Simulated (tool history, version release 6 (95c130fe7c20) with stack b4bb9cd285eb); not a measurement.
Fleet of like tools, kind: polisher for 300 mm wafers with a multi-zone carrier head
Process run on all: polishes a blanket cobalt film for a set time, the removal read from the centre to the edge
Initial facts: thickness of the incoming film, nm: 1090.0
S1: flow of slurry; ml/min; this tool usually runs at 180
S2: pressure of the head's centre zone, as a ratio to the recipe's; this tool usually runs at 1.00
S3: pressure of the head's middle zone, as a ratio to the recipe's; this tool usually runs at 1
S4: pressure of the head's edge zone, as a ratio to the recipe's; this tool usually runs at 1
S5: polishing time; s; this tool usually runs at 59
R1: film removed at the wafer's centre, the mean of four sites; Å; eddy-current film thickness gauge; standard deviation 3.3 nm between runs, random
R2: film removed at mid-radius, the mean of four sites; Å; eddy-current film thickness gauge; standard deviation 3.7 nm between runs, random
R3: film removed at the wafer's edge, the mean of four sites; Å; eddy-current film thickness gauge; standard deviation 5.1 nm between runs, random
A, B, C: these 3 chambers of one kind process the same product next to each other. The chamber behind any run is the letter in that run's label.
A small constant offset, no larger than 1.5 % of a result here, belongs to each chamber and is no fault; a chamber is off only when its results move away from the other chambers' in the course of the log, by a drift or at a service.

{"run": "1A", "day": 0.167, "S1": 180, "S2": 1.0, "S3": 1, "S4": 1, "S5": 59, "R1": 3703.4, "R2": 3800.0, "R3": 3770.5}
{"run": "2B", "day": 0.35, "S1": 180, "S2": 1.0, "S3": 1, "S4": 1, "S5": 59, "R1": 3816.1, "R2": 3797.6, "R3": 3777.9}
{"run": "3C", "day": 0.592, "S1": 180, "S2": 1.0, "S3": 1, "S4": 1, "S5": 59, "R1": 3840.4, "R2": 3921.9, "R3": 3827.6}
{"day": 0.642, "done": "chamber C: worn pad replaced by a new one"}
{"run": "4B", "day": 0.717, "S1": 180, "S2": 1.0, "S3": 1, "S4": 1, "S5": 59, "R1": 3752.7, "R2": 3786.3, "R3": 3860.8}
{"run": "5C", "day": 0.954, "S1": 180, "S2": 1.0, "S3": 1, "S4": 1, "S5": 59, "R1": 3809.2, "R2": 3870.0, "R3": 3888.8}
{"run": "6A", "day": 1.133, "S1": 180, "S2": 1.0, "S3": 1, "S4": 1, "S5": 59, "R1": 3743.8, "R2": 3884.2, "R3": 3735.8}
{"run": "7A", "day": 1.404, "S1": 180, "S2": 1.0, "S3": 1, "S4": 1, "S5": 59, "R1": 3756.8, "R2": 3832.2, "R3": 3743.9}
{"run": "8C", "day": 1.65, "S1": 180, "S2": 1.0, "S3": 1, "S4": 1, "S5": 59, "R1": 3803.2, "R2": 3807.6, "R3": 3830.2}
{"run": "9B", "day": 1.817, "S1": 180, "S2": 1.0, "S3": 1, "S4": 1, "S5": 59, "R1": 3769.4, "R2": 3782.4, "R3": 3885.6}
{"run": "10C", "day": 2.083, "S1": 180, "S2": 1.0, "S3": 1, "S4": 1, "S5": 59, "R1": 3803.9, "R2": 3936.5, "R3": 3879.5}
{"run": "11A", "day": 2.225, "S1": 180, "S2": 1.0, "S3": 1, "S4": 1, "S5": 59, "R1": 3882.2, "R2": 3809.1, "R3": 3778.8}
{"day": 2.254, "done": "chamber A: worn pad replaced by a new one"}
{"run": "12B", "day": 2.367, "S1": 180, "S2": 1.0, "S3": 1, "S4": 1, "S5": 59, "R1": 3825.3, "R2": 3804.1, "R3": 3826.8}
{"run": "13C", "day": 2.55, "S1": 180, "S2": 1.0, "S3": 1, "S4": 1, "S5": 59, "R1": 3777.1, "R2": 3891.3, "R3": 3845.3}
{"run": "14A", "day": 2.762, "S1": 180, "S2": 1.0, "S3": 1, "S4": 1, "S5": 59, "R1": 3815.9, "R2": 3850.0, "R3": 3800.2}
{"run": "15B", "day": 2.967, "S1": 180, "S2": 1.0, "S3": 1, "S4": 1, "S5": 59, "R1": 3714.6, "R2": 3769.5, "R3": 3734.7}
{"day": 3.021, "done": "chamber C: slurry nozzle cleaned"}
{"run": "16A", "day": 3.183, "S1": 180, "S2": 1.0, "S3": 1, "S4": 1, "S5": 59, "R1": 3806.8, "R2": 3742.9, "R3": 3796.0}
{"run": "17B", "day": 3.429, "S1": 180, "S2": 1.0, "S3": 1, "S4": 1, "S5": 59, "R1": 3683.7, "R2": 3734.1, "R3": 3729.8}
{"run": "18C", "day": 3.583, "S1": 180, "S2": 1.0, "S3": 1, "S4": 1, "S5": 59, "R1": 3785.8, "R2": 3862.4, "R3": 3742.2}
{"run": "19C", "day": 3.754, "S1": 180, "S2": 1.0, "S3": 1, "S4": 1, "S5": 59, "R1": 3800.0, "R2": 3898.8, "R3": 3858.5}
{"run": "20B", "day": 3.938, "S1": 180, "S2": 0.93, "S3": 1, "S4": 1, "S5": 78, "R1": 4543.9, "R2": 4850.9, "R3": 4853.1}
{"run": "21A", "day": 4.054, "S1": 180, "S2": 0.93, "S3": 1, "S4": 1, "S5": 78, "R1": 4646.8, "R2": 5052.1, "R3": 5012.7}
{"run": "22B", "day": 4.271, "S1": 180, "S2": 0.93, "S3": 1, "S4": 1, "S5": 78, "R1": 4437.4, "R2": 4883.8, "R3": 4827.0}
{"run": "23A", "day": 4.492, "S1": 180, "S2": 1.0, "S3": 1, "S4": 1, "S5": 59, "R1": 3847.3, "R2": 3746.4, "R3": 3833.9}
{"run": "24C", "day": 4.729, "S1": 180, "S2": 1.0, "S3": 1, "S4": 1, "S5": 59, "R1": 3786.5, "R2": 3876.6, "R3": 3813.7}
{"run": "25B", "day": 4.917, "S1": 180, "S2": 1.0, "S3": 1, "S4": 1, "S5": 59, "R1": 3526.3, "R2": 3635.0, "R3": 3595.8}
{"run": "26A", "day": 5.162, "S1": 180, "S2": 1.0, "S3": 1, "S4": 1, "S5": 78, "R1": 5012.3, "R2": 5023.2, "R3": 5159.6}

Read the log: is a single chamber off, either drifting away or since a service, is the gauge that measures every chamber drifting, or is nothing wrong beyond small per-chamber offsets? Name any odd chamber and what most likely caused it.

Little by little, chamber B moves away from the other chambers.
Likeliest cause: removal rate lost through wear of the pad, % = 7.4.
With only this log, it may be confused with: slurry flow missing at the pad, %.

Below are 4 candidate recipes for chamber B's next run, each the usual settings with a change, their results shown as question marks. Which of them brings B's results back in line with what the other chambers give on the usual settings?
In line means no further than this from the other chambers' mean on the usual settings: R1 120.0 Å; R2 130.0 Å; R3 180.0 Å
{"run": "27B-1", "day": 5.358, "S1": 180, "S2": 1.0, "S3": 1.01, "S4": 1, "S5": 63, "R1": "?", "R2": "?", "R3": "?"}
{"run": "27B-2", "day": 5.358, "S1": 185, "S2": 1.0, "S3": 1.01, "S4": 1, "S5": 67, "R1": "?", "R2": "?", "R3": "?"}
{"run": "27B-3", "day": 5.358, "S1": 175, "S2": 1.0, "S3": 0.99, "S4": 1, "S5": 52, "R1": "?", "R2": "?", "R3": "?"}
{"run": "27B-4", "day": 5.358, "S1": 180, "S2": 1.0, "S3": 0.99, "S4": 1, "S5": 55, "R1": "?", "R2": "?", "R3": "?"}

The mean the other chambers reach with the usual settings: R1 3777.6 Å; R2 3828.7 Å; R3 3812.9 Å
run=27B-1 R1=3767.0 R2=3798.3 R3=3798.7
run=27B-2 R1=4025.5 R2=4056.8 R3=4052.6
run=27B-3 R1=3093.1 R2=3063.3 R3=3126.0
run=27B-4 R1=3288.2 R2=3254.8 R3=3317.3
27B-1 puts the chamber back in line with the other chambers.

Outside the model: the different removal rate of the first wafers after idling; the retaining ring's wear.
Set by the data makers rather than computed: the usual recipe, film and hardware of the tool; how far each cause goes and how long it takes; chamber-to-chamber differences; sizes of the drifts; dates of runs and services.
